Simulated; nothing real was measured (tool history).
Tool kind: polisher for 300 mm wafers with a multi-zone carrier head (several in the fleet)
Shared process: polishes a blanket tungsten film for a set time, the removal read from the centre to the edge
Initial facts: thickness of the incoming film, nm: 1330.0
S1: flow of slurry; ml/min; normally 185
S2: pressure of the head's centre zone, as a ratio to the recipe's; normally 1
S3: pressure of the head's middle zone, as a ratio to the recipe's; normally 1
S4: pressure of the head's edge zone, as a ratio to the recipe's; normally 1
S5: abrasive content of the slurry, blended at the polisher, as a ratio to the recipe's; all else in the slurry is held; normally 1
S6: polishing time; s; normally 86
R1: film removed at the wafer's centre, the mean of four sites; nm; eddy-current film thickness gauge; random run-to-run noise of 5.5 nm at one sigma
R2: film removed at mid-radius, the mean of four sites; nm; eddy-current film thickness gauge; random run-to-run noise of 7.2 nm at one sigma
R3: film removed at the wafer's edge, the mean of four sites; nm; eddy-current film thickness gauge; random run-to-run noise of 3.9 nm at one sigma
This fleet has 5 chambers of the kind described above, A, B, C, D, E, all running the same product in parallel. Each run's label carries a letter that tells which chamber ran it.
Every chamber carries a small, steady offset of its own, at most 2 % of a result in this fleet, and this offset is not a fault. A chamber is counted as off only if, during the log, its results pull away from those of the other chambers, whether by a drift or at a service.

run 1E hour=3.5 | S1=185 S2=1 S3=1 S4=1 S5=1 S6=86 | R1=552.71 R2=542.92 R3=560.65
run 2B hour=5.5 | S1=185 S2=1 S3=1 S4=1 S5=1 S6=86 | R1=553.11 R2=553.94 R3=566.87
-- hour=7.9 chamber E: worn pad replaced by a new one
run 3A hour=9.7 | S1=185 S2=1 S3=1 S4=1 S5=1 S6=86 | R1=559.46 R2=566.39 R3=564.15
-- hour=11.9 chamber B: worn pad replaced by a new one
run 4C hour=12.1 | S1=185 S2=1 S3=1 S4=1 S5=1 S6=86 | R1=554.79 R2=569.31 R3=560.53
run 5D hour=15.9 | S1=185 S2=1 S3=1 S4=0.96 S5=1 S6=98 | R1=643.1 R2=633.48 R3=625.63
run 6D hour=18.8 | S1=185 S2=1 S3=1 S4=0.96 S5=1 S6=98 | R1=640.77 R2=615.19 R3=626.24
run 7C hour=20.8 | S1=185 S2=1 S3=1 S4=0.96 S5=1 S6=98 | R1=644.4 R2=644.59 R3=628.4
run 8A hour=23.9 | S1=185 S2=1 S3=1 S4=0.96 S5=1 S6=98 | R1=630.54 R2=639.74 R3=628.43
run 9E hour=28 | S1=185 S2=1 S3=1 S4=0.96 S5=1 S6=98 | R1=641.1 R2=638.5 R3=622.86
run 10B hour=30 | S1=185 S2=1 S3=1 S4=1 S5=1 S6=86 | R1=546.94 R2=554.53 R3=558.99
run 11C hour=32.6 | S1=185 S2=1 S3=1 S4=1 S5=1 S6=86 | R1=556.51 R2=568.26 R3=557.17
-- hour=35.2 chamber D: worn pad replaced by a new one
run 12D hour=36.9 | S1=185 S2=1 S3=1 S4=1 S5=1 S6=86 | R1=545.95 R2=556.05 R3=571.01
run 13A hour=39.7 | S1=185 S2=1 S3=1 S4=1 S5=1 S6=86 | R1=561.89 R2=565.21 R3=560.34
run 14E hour=42.8 | S1=185 S2=1 S3=1 S4=1 S5=1 S6=86 | R1=568.29 R2=570.05 R3=559.11
-- hour=44.3 chamber C: edge zone pressure recalibrated
-- hour=44.9 chamber E: slurry nozzle cleaned
run 15B hour=45.1 | S1=185 S2=1 S3=1 S4=1 S5=1 S6=86 | R1=544.66 R2=543.34 R3=551.35
run 16E hour=48.4 | S1=185 S2=1 S3=1 S4=1 S5=1 S6=86 | R1=564.39 R2=570.6 R3=564.83
run 17A hour=52.8 | S1=185 S2=1 S3=1 S4=1 S5=1 S6=86 | R1=556.4 R2=575.78 R3=556.1
run 18C hour=55.5 | S1=185 S2=1 S3=1 S4=1 S5=1 S6=86 | R1=566.03 R2=564.5 R3=562.47
run 19D hour=58.4 | S1=185 S2=1 S3=1 S4=1 S5=1 S6=86 | R1=552.73 R2=559.72 R3=570.02
run 20B hour=61.5 | S1=240 S2=1 S3=1 S4=1.07 S5=1 S6=86 | R1=561.98 R2=564.88 R3=586.63
run 21D hour=63.6 | S1=240 S2=1 S3=1 S4=1.07 S5=1 S6=86 | R1=576.95 R2=578.94 R3=602.07
run 22A hour=67 | S1=240 S2=1 S3=1 S4=1.07 S5=1 S6=86 | R1=574.27 R2=578.32 R3=598.91
run 23E hour=68.9 | S1=240 S2=1 S3=1 S4=1.07 S5=1 S6=86 | R1=590.05 R2=582.66 R3=595.64
-- hour=70.7 chamber B: worn pad replaced by a new one
-- hour=71.7 chamber C: worn pad replaced by a new one
run 24B hour=72.4 | S1=240 S2=1 S3=1 S4=1.07 S5=1 S6=86 | R1=565.85 R2=567.88 R3=588.98
run 25C hour=75.7 | S1=185 S2=1 S3=1 S4=1 S5=0.85 S6=86 | R1=540.49 R2=544.98 R3=536.5
run 26C hour=79.8 | S1=185 S2=1 S3=1 S4=1 S5=0.85 S6=86 | R1=545.63 R2=552.66 R3=535.59
run 27B hour=84 | S1=185 S2=1 S3=1 S4=1 S5=0.85 S6=86 | R1=514.28 R2=515.54 R3=522.8
run 28D hour=87.6 | S1=185 S2=1 S3=1 S4=1 S5=0.85 S6=86 | R1=537.38 R2=533.47 R3=531.59
-- hour=89.8 chamber E: worn pad replaced by a new one
run 29A hour=91.7 | S1=185 S2=1 S3=1 S4=1 S5=0.85 S6=86 | R1=534.09 R2=536.33 R3=538.31
run 30E hour=95.5 | S1=185 S2=1 S3=1 S4=1 S5=1 S6=86 | R1=560.74 R2=568.52 R3=557.88
run 31E hour=99.4 | S1=185 S2=1 S3=1 S4=1 S5=1 S6=86 | R1=571.87 R2=554.96 R3=566.86
run 32C hour=103 | S1=185 S2=1 S3=1 S4=1 S5=1 S6=86 | R1=558.2 R2=561.73 R3=556.57

Read the log: is a single chamber off, either drifting away or since a service, is the gauge that measures every chamber drifting, or is nothing wrong beyond small per-chamber offsets? Name any odd chamber and what most likely caused it.

Little by little, chamber B moves away from the other chambers.
What lies behind it: slurry flow missing at the pad, % = 31.7.

Below are 4 candidate recipes for chamber B's next run, each the usual settings with a change, their results shown as question marks. Which of them brings B's results back in line with what the other chambers give on the usual settings?
Allowed miss from the other chambers' usual-settings mean, per result, to count as in line: R1 19 nm; R2 25 nm; R3 14 nm
run 33B-1 hour=106.3 | S1=190 S2=1.02 S3=1.02 S4=0.98 S5=1 S6=90 | R1=? R2=? R3=?
run 33B-2 hour=106.3 | S1=170 S2=0.96 S3=0.96 S4=1.03 S5=1 S6=78 | R1=? R2=? R3=?
run 33B-3 hour=106.3 | S1=200 S2=1.04 S3=1.04 S4=0.97 S5=1 S6=95 | R1=? R2=? R3=?
run 33B-4 hour=106.3 | S1=180 S2=0.98 S3=0.98 S4=1.02 S5=1 S6=82 | R1=? R2=? R3=?

What the other chambers average on the usual settings: R1 558.58 nm; R2 559.7 nm; R3 560.23 nm
run=33B-1 R1=551.77 R2=560.36 R3=554.77
run=33B-2 R1=434.18 R2=447.94 R3=485.19
run=33B-3 R1=602.52 R2=608.69 R3=586.84
run=33B-4 R1=474.31 R2=486.34 R3=512.09
The answer is 33B-1, which returns the chamber to within the allowed miss of the others.
